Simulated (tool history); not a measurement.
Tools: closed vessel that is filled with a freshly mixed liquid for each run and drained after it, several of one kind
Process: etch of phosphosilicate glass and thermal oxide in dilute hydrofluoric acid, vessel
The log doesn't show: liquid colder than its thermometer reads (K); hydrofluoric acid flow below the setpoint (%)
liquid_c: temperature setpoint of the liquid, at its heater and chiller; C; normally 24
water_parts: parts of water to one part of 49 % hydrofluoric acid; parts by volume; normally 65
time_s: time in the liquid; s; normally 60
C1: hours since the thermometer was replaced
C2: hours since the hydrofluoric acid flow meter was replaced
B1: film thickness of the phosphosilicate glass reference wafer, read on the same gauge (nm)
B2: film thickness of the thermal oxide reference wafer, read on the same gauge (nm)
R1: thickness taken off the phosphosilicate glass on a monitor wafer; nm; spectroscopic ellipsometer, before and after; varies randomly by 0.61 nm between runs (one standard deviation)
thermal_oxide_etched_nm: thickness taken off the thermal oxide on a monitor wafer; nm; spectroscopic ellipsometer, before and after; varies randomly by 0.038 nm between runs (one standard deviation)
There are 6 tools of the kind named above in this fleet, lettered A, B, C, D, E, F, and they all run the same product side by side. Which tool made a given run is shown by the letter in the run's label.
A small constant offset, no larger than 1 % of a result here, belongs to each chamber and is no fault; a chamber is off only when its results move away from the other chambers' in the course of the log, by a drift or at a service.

run 1E hour=10.6 | liquid_c=24 water_parts=65 time_s=60 | C1=2341.1 C2=522.8 | B1=90.022 B2=109.95 | R1=193.02 thermal_oxide_etched_nm=4.6776
run 2F hour=16.3 | liquid_c=24 water_parts=65 time_s=60 | C1=638.1 C2=644.4 | B1=90.029 B2=109.97 | R1=193.36 thermal_oxide_etched_nm=4.6942
run 3A hour=21.9 | liquid_c=24 water_parts=65 time_s=60 | C1=741.3 C2=141.4 | B1=90.005 B2=109.95 | R1=193.56 thermal_oxide_etched_nm=4.749
run 4C hour=30.5 | liquid_c=24 water_parts=65 time_s=60 | C1=1563.7 C2=654 | B1=90.031 B2=109.99 | R1=191.6 thermal_oxide_etched_nm=4.7577
run 5B hour=37.6 | liquid_c=24 water_parts=65 time_s=60 | C1=158.8 C2=388.2 | B1=90.044 B2=110.02 | R1=190.79 thermal_oxide_etched_nm=4.7712
run 6D hour=47.9 | liquid_c=24 water_parts=65 time_s=60 | C1=349.5 C2=949.1 | B1=89.99 B2=110.02 | R1=194.29 thermal_oxide_etched_nm=4.717
run 7C hour=55.6 | liquid_c=24 water_parts=65 time_s=60 | C1=1588.8 C2=679.1 | B1=90.009 B2=110 | R1=192.85 thermal_oxide_etched_nm=4.755
run 8D hour=64.6 | liquid_c=24 water_parts=65 time_s=60 | C1=366.2 C2=965.8 | B1=90.011 B2=110.01 | R1=193.52 thermal_oxide_etched_nm=4.6901
run 9A hour=70 | liquid_c=24 water_parts=65 time_s=60 | C1=789.4 C2=189.5 | B1=90.031 B2=109.98 | R1=192.98 thermal_oxide_etched_nm=4.7199
run 10B hour=75 | liquid_c=24 water_parts=65 time_s=60 | C1=196.2 C2=425.6 | B1=89.986 B2=109.97 | R1=191.69 thermal_oxide_etched_nm=4.6752
run 11F hour=80.7 | liquid_c=19.5 water_parts=80 time_s=60 | C1=702.5 C2=708.8 | B1=89.993 B2=109.95 | R1=129.24 thermal_oxide_etched_nm=3.1451
-- hour=88.8 chamber B: hydrofluoric acid flow meter replaced
run 12E hour=90.3 | liquid_c=19.5 water_parts=80 time_s=60 | C1=2420.8 C2=602.5 | B1=90.005 B2=110.05 | R1=126.97 thermal_oxide_etched_nm=3.0674
run 13B hour=99.4 | liquid_c=19.5 water_parts=80 time_s=60 | C1=220.6 C2=10.7 | B1=89.924 B2=110 | R1=126.69 thermal_oxide_etched_nm=3.0947
run 14F hour=106.3 | liquid_c=19.5 water_parts=80 time_s=60 | C1=728.1 C2=734.4 | B1=89.994 B2=109.96 | R1=128.86 thermal_oxide_etched_nm=3.1789
run 15A hour=115.2 | liquid_c=19.5 water_parts=80 time_s=60 | C1=834.6 C2=234.7 | B1=89.981 B2=109.98 | R1=127.69 thermal_oxide_etched_nm=3.1647
run 16D hour=120.5 | liquid_c=19.5 water_parts=80 time_s=60 | C1=422.1 C2=1021.7 | B1=90.068 B2=109.98 | R1=127.66 thermal_oxide_etched_nm=3.1115
run 17E hour=128.5 | liquid_c=24 water_parts=65 time_s=60 | C1=2459 C2=640.7 | B1=89.999 B2=109.95 | R1=192.33 thermal_oxide_etched_nm=4.7177
run 18C hour=136.8 | liquid_c=24 water_parts=65 time_s=60 | C1=1670 C2=760.3 | B1=89.992 B2=109.97 | R1=192.98 thermal_oxide_etched_nm=4.731
run 19B hour=141.7 | liquid_c=27 water_parts=65 time_s=80 | C1=262.9 C2=53 | B1=90.033 B2=110 | R1=288.27 thermal_oxide_etched_nm=7.2159
run 20F hour=149.9 | liquid_c=27 water_parts=65 time_s=80 | C1=771.7 C2=778 | B1=90.044 B2=109.97 | R1=290.17 thermal_oxide_etched_nm=7.0805
run 21A hour=159.9 | liquid_c=27 water_parts=65 time_s=80 | C1=879.3 C2=279.4 | B1=89.979 B2=110.01 | R1=291.29 thermal_oxide_etched_nm=7.0805
run 22D hour=165 | liquid_c=27 water_parts=65 time_s=80 | C1=466.6 C2=1066.2 | B1=90.004 B2=109.99 | R1=289.67 thermal_oxide_etched_nm=7.0305
run 23E hour=170 | liquid_c=27 water_parts=65 time_s=80 | C1=2500.5 C2=682.2 | B1=90.019 B2=109.97 | R1=290.81 thermal_oxide_etched_nm=7.1008
run 24C hour=179.5 | liquid_c=27 water_parts=65 time_s=80 | C1=1712.7 C2=803 | B1=89.995 B2=110.06 | R1=288.82 thermal_oxide_etched_nm=7.1767
run 25F hour=186.5 | liquid_c=24 water_parts=65 time_s=60 | C1=808.3 C2=814.6 | B1=89.947 B2=109.99 | R1=193.39 thermal_oxide_etched_nm=4.7041
run 26E hour=191.4 | liquid_c=24 water_parts=65 time_s=60 | C1=2521.9 C2=703.6 | B1=90.006 B2=110.03 | R1=192.13 thermal_oxide_etched_nm=4.6997
run 27A hour=196.5 | liquid_c=24 water_parts=65 time_s=60 | C1=915.9 C2=316 | B1=89.985 B2=110.04 | R1=192.81 thermal_oxide_etched_nm=4.694
run 28B hour=203.2 | liquid_c=24 water_parts=65 time_s=60 | C1=324.4 C2=114.5 | B1=90.025 B2=109.97 | R1=191.78 thermal_oxide_etched_nm=4.7567
run 29C hour=212.6 | liquid_c=24 water_parts=65 time_s=60 | C1=1745.8 C2=836.1 | B1=90.02 B2=110 | R1=191.7 thermal_oxide_etched_nm=4.7252
run 30D hour=223.2 | liquid_c=24 water_parts=65 time_s=60 | C1=524.8 C2=1124.4 | B1=90.028 B2=110.01 | R1=193.67 thermal_oxide_etched_nm=4.7337
run 31B hour=231.8 | liquid_c=24 water_parts=65 time_s=60 | C1=353 C2=143.1 | B1=90.004 B2=110.02 | R1=191.82 thermal_oxide_etched_nm=4.7324
-- hour=234.5 chamber D: thermometer replaced
run 32C hour=242.6 | liquid_c=24 water_parts=65 time_s=60 | C1=1775.8 C2=866.1 | B1=89.971 B2=110.03 | R1=191.28 thermal_oxide_etched_nm=4.703
run 33F hour=249.5 | liquid_c=24 water_parts=65 time_s=60 | C1=871.3 C2=877.6 | B1=89.973 B2=110.02 | R1=193.81 thermal_oxide_etched_nm=4.719
run 34D hour=257.5 | liquid_c=24 water_parts=65 time_s=60 | C1=23 C2=1158.7 | B1=89.948 B2=110.03 | R1=193.13 thermal_oxide_etched_nm=4.6671
run 35E hour=262.7 | liquid_c=21.5 water_parts=65 time_s=60 | C1=2593.2 C2=774.9 | B1=89.998 B2=110.01 | R1=172.7 thermal_oxide_etched_nm=4.2117
run 36A hour=270.8 | liquid_c=21.5 water_parts=65 time_s=60 | C1=990.2 C2=390.3 | B1=89.996 B2=110.02 | R1=174.48 thermal_oxide_etched_nm=4.2475
run 37D hour=275.7 | liquid_c=21.5 water_parts=65 time_s=60 | C1=41.2 C2=1176.9 | B1=89.981 B2=109.99 | R1=172.93 thermal_oxide_etched_nm=4.212
run 38B hour=282.9 | liquid_c=21.5 water_parts=65 time_s=60 | C1=404.1 C2=194.2 | B1=90.011 B2=109.99 | R1=172.37 thermal_oxide_etched_nm=4.2841
run 39A hour=292.2 | liquid_c=21.5 water_parts=65 time_s=60 | C1=1011.6 C2=411.7 | B1=89.978 B2=110.01 | R1=173.93 thermal_oxide_etched_nm=4.2514
run 40F hour=301.5 | liquid_c=21.5 water_parts=65 time_s=60 | C1=923.3 C2=929.6 | B1=89.999 B2=110.01 | R1=174.16 thermal_oxide_etched_nm=4.2622
run 41E hour=307.2 | liquid_c=24 water_parts=65 time_s=60 | C1=2637.7 C2=819.4 | B1=90.005 B2=109.96 | R1=193.25 thermal_oxide_etched_nm=4.6941
run 42C hour=315.5 | liquid_c=24 water_parts=65 time_s=60 | C1=1848.7 C2=939 | B1=89.993 B2=109.97 | R1=191.73 thermal_oxide_etched_nm=4.7816

Does one chamber stand apart from the rest, does the shared gauge drift, or is all well apart from small per-chamber offsets? Give the chamber and the most likely cause, where there is one.

All chambers stay in line apart from their small fixed offsets, and the gauge does not drift.
